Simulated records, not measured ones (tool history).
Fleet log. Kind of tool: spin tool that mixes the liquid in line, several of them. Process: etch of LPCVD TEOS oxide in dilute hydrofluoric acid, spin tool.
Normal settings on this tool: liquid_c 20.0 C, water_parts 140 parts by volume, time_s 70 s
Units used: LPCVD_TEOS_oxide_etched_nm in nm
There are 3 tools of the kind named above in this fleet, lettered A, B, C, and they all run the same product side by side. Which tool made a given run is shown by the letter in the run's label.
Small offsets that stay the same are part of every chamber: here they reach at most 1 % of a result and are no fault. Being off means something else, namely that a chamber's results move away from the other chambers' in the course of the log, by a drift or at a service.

| run | hour | liquid_c | water_parts | time_s | read-back film thickness of the LPCVD TEOS oxide reference wafer, read on the same gauge (nm) | LPCVD_TEOS_oxide_etched_nm |
|---|---|---|---|---|---|---|
| 1C | 13.5 | 20.0 | 140 | 70 | 80.007 | 6.8050 |
| 2A | 23.3 | 20.0 | 140 | 70 | 79.988 | 6.9327 |
| 3B | 33.0 | 20.0 | 140 | 70 | 79.995 | 6.9247 |
|  | 41.1 | chamber A: hydrofluoric acid flow meter replaced |
| 4B | 41.2 | 20.0 | 140 | 70 | 79.997 | 6.8260 |
| 5C | 54.5 | 20.0 | 140 | 70 | 80.008 | 6.8041 |
| 6A | 62.5 | 20.0 | 140 | 70 | 80.003 | 6.8828 |
| 7A | 74.2 | 20.0 | 140 | 70 | 80.000 | 6.9393 |
| 8C | 83.3 | 20.0 | 140 | 35 | 80.009 | 3.3922 |
| 9B | 94.3 | 20.0 | 140 | 35 | 80.008 | 3.4174 |
| 10A | 101.1 | 20.0 | 140 | 35 | 79.985 | 3.4324 |
| 11C | 113.4 | 20.0 | 140 | 70 | 80.009 | 6.7872 |
| 12B | 120.0 | 20.0 | 140 | 70 | 80.009 | 6.9298 |
| 13C | 126.4 | 20.0 | 140 | 70 | 79.997 | 6.7720 |
| 14A | 133.6 | 20.0 | 140 | 70 | 79.987 | 6.8573 |
| 15B | 142.7 | 20.0 | 140 | 70 | 80.000 | 6.8523 |
| 16C | 154.3 | 24.5 | 140 | 35 | 79.999 | 4.0301 |
| 17B | 160.9 | 24.5 | 140 | 35 | 79.986 | 4.0838 |
| 18A | 170.0 | 24.5 | 140 | 35 | 79.998 | 4.1231 |
| 19B | 181.8 | 20.0 | 140 | 70 | 80.006 | 6.8211 |
| 20C | 195.2 | 20.0 | 140 | 70 | 80.003 | 6.8215 |
| 21A | 201.4 | 24.5 | 140 | 70 | 80.007 | 8.1766 |
| 22B | 211.1 | 24.5 | 140 | 70 | 80.008 | 8.1040 |
| 23C | 225.1 | 24.5 | 140 | 70 | 79.996 | 8.1510 |
| 24A | 235.9 | 20.0 | 140 | 70 | 80.004 | 6.9200 |
| 25A | 244.0 | 20.0 | 140 | 70 | 79.982 | 6.8534 |
| 26C | 253.3 | 20.0 | 140 | 70 | 80.001 | 6.7442 |
| 27B | 267.2 | 20.0 | 140 | 70 | 80.008 | 6.8065 |
| 28B | 274.9 | 20.0 | 140 | 70 | 80.004 | 6.7549 |
| 29C | 287.0 | 20.0 | 140 | 70 | 79.981 | 6.7953 |
| 30A | 297.7 | 20.0 | 140 | 70 | 79.998 | 6.8764 |
| 31A | 309.0 | 20.0 | 140 | 70 | 79.991 | 6.8541 |
| 32B | 319.1 | 20.0 | 140 | 70 | 80.022 | 6.8554 |
| 33C | 332.2 | 20.0 | 140 | 70 | 80.008 | 6.8526 |
| 34B | 342.0 | 20.0 | 205 | 85 | 79.995 | 5.3937 |
| 35A | 353.3 | 20.0 | 205 | 85 | 79.997 | 5.2928 |
| 36C | 362.1 | 20.0 | 205 | 85 | 80.009 | 5.3123 |
| 37A | 375.0 | 20.0 | 140 | 70 | 80.001 | 6.8551 |
| 38C | 388.1 | 20.0 | 140 | 70 | 79.999 | 6.7852 |
| 39B | 397.9 | 20.0 | 85 | 70 | 80.002 | 12.0120 |

Which is it: a chamber that has drifted or been left off by a service, a gauge drift common to all chambers, or only each chamber's usual small offset? If a chamber is off, name it and its likeliest cause.

Nothing is wrong: each chamber keeps only its own small, steady offset and the gauge holds still.
